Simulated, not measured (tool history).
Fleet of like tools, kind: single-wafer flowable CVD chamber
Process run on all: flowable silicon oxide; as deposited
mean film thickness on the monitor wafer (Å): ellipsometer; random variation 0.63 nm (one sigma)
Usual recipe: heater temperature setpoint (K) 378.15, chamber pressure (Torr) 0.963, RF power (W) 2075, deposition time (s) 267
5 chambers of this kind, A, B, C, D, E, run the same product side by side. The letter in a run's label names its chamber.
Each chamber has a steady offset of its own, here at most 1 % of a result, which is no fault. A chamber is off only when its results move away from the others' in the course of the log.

| run | hour | heater temperature setpoint (K) | chamber pressure (Torr) | RF power (W) | deposition time (s) | hours since the last thermocouple change | hours since the last RF generator calibration | hours since the last manometer calibration | read-back reference wafer on the same gauge, thickness_nm | mean film thickness on the monitor wafer (Å) |
|---|---|---|---|---|---|---|---|---|---|---|
| 1A | 5.3 | 378.15 | 0.963 | 2075 | 267 | 927.1 | 124.4 | 1224.2 | 209.20 | 1728.3 |
| 2C | 10.9 | 378.15 | 0.963 | 2075 | 267 | 877.7 | 1385.2 | 935.7 | 208.99 | 1729.8 |
| 3B | 19.6 | 378.15 | 0.963 | 2075 | 267 | 256.8 | 427.1 | 266.3 | 209.14 | 1729.0 |
| 4D | 27.5 | 378.15 | 0.963 | 2075 | 267 | 1454.4 | 483.0 | 391.5 | 208.95 | 1751.3 |
| 5E | 32.0 | 378.15 | 0.963 | 2075 | 267 | 1853.4 | 202.3 | 1979.2 | 209.20 | 1736.4 |
| 6A | 38.6 | 378.15 | 0.963 | 2075 | 267 | 960.4 | 157.7 | 1257.5 | 208.92 | 1733.1 |
| 7D | 47.0 | 378.15 | 0.963 | 2075 | 267 | 1473.9 | 502.5 | 411.0 | 209.04 | 1757.4 |
| 8B | 55.4 | 378.15 | 0.963 | 2075 | 267 | 292.6 | 462.9 | 302.1 | 208.84 | 1722.6 |
| 9E | 60.9 | 378.15 | 0.963 | 2075 | 267 | 1882.3 | 231.2 | 2008.1 | 209.05 | 1742.0 |
| 10C | 66.7 | 378.15 | 0.963 | 2075 | 267 | 933.5 | 1441.0 | 991.5 | 209.04 | 1725.2 |
| 11D | 72.3 | 378.15 | 0.963 | 2075 | 267 | 1499.2 | 527.8 | 436.3 | 208.92 | 1752.8 |
| 12B | 79.5 | 378.15 | 0.963 | 2075 | 267 | 316.7 | 487.0 | 326.2 | 209.01 | 1737.3 |
| 13A | 84.7 | 378.15 | 0.963 | 2075 | 267 | 1006.5 | 203.8 | 1303.6 | 208.98 | 1745.1 |
|  | 89.3 | chamber A: thermocouple changed; heater temperature recalibrated |
| 14C | 91.4 | 378.15 | 0.963 | 2075 | 267 | 958.2 | 1465.7 | 1016.2 | 208.92 | 1734.2 |
| 15E | 99.9 | 378.15 | 0.963 | 2075 | 267 | 1921.3 | 270.2 | 2047.1 | 209.01 | 1737.4 |
| 16E | 105.7 | 378.15 | 0.963 | 2075 | 267 | 1927.1 | 276.0 | 2052.9 | 208.84 | 1741.0 |
| 17A | 113.8 | 378.15 | 0.963 | 2075 | 267 | 24.6 | 232.9 | 1332.7 | 209.18 | 1755.1 |
| 18C | 118.6 | 378.15 | 0.963 | 2075 | 267 | 985.4 | 1492.9 | 1043.4 | 209.04 | 1735.7 |
| 19D | 124.5 | 378.15 | 0.963 | 2075 | 267 | 1551.4 | 580.0 | 488.5 | 208.85 | 1760.4 |
| 20B | 133.1 | 383.15 | 0.963 | 2075 | 267 | 370.3 | 540.6 | 379.8 | 209.03 | 1462.4 |
| 21B | 139.9 | 383.15 | 0.963 | 2075 | 267 | 377.1 | 547.4 | 386.6 | 209.09 | 1461.6 |
| 22D | 145.0 | 383.15 | 0.963 | 2075 | 267 | 1571.9 | 600.5 | 509.0 | 208.92 | 1492.7 |
| 23C | 153.5 | 383.15 | 0.963 | 2075 | 267 | 1020.3 | 1527.8 | 1078.3 | 209.00 | 1466.1 |
| 24A | 160.3 | 383.15 | 0.963 | 2075 | 267 | 71.1 | 279.4 | 1379.2 | 209.09 | 1491.9 |
| 25E | 165.9 | 378.15 | 0.963 | 2075 | 267 | 1987.3 | 336.2 | 2113.1 | 208.99 | 1741.3 |
| 26D | 173.7 | 378.15 | 0.963 | 2075 | 267 | 1600.6 | 629.2 | 537.7 | 208.88 | 1749.6 |
| 27B | 182.6 | 378.15 | 0.963 | 2075 | 267 | 419.8 | 590.1 | 429.3 | 208.87 | 1732.0 |
| 28E | 190.1 | 378.15 | 0.963 | 2075 | 267 | 2011.5 | 360.4 | 2137.3 | 208.89 | 1746.4 |
| 29A | 195.6 | 378.15 | 0.963 | 2075 | 267 | 106.4 | 314.7 | 1414.5 | 208.96 | 1765.0 |
| 30C | 204.2 | 378.15 | 0.963 | 2075 | 267 | 1071.0 | 1578.5 | 1129.0 | 208.93 | 1723.8 |
| 31D | 208.9 | 378.15 | 0.821 | 1750 | 267 | 1635.8 | 664.4 | 572.9 | 208.94 | 1376.6 |
| 32E | 216.2 | 378.15 | 0.821 | 1750 | 267 | 2037.6 | 386.5 | 2163.4 | 209.05 | 1373.9 |
| 33C | 222.7 | 378.15 | 0.821 | 1750 | 267 | 1089.5 | 1597.0 | 1147.5 | 208.98 | 1371.2 |
| 34A | 230.0 | 378.15 | 0.821 | 1750 | 267 | 140.8 | 349.1 | 1448.9 | 209.00 | 1409.2 |
|  | 233.6 | chamber C: RF generator calibrated |
| 35B | 238.7 | 378.15 | 0.821 | 1750 | 267 | 475.9 | 646.2 | 485.4 | 208.84 | 1349.7 |
| 36C | 246.8 | 378.15 | 0.963 | 2075 | 267 | 1113.6 | 13.3 | 1171.6 | 209.01 | 1735.5 |
| 37E | 253.5 | 378.15 | 0.963 | 2075 | 267 | 2074.9 | 423.8 | 2200.7 | 209.05 | 1744.7 |
| 38B | 258.5 | 383.15 | 0.963 | 2075 | 267 | 495.7 | 666.0 | 505.2 | 208.86 | 1466.2 |
| 39D | 264.7 | 383.15 | 0.963 | 2075 | 267 | 1691.6 | 720.2 | 628.7 | 208.97 | 1491.6 |
| 40A | 269.4 | 383.15 | 0.963 | 2075 | 267 | 180.2 | 388.5 | 1488.3 | 209.14 | 1522.3 |
| 41C | 277.0 | 383.15 | 0.963 | 2075 | 267 | 1143.8 | 43.5 | 1201.8 | 208.89 | 1474.2 |

Predict what each chamber gives when all 5 of them run the settings below next.
| 42A | 283.5 | 378.15 | 1.143 | 2075 | 267 |  |  |  |  | ? |
| 42B | 283.5 | 378.15 | 1.143 | 2075 | 267 |  |  |  |  | ? |
| 42C | 283.5 | 378.15 | 1.143 | 2075 | 267 |  |  |  |  | ? |
| 42D | 283.5 | 378.15 | 1.143 | 2075 | 267 |  |  |  |  | ? |
| 42E | 283.5 | 378.15 | 1.143 | 2075 | 267 |  |  |  |  | ? |

| run | mean film thickness on the monitor wafer (Å) |
|---|---|
| 42A | 2178.3 |
| 42B | 2114.4 |
| 42C | 2108.6 |
| 42D | 2139.6 |
| 42E | 2111.0 |

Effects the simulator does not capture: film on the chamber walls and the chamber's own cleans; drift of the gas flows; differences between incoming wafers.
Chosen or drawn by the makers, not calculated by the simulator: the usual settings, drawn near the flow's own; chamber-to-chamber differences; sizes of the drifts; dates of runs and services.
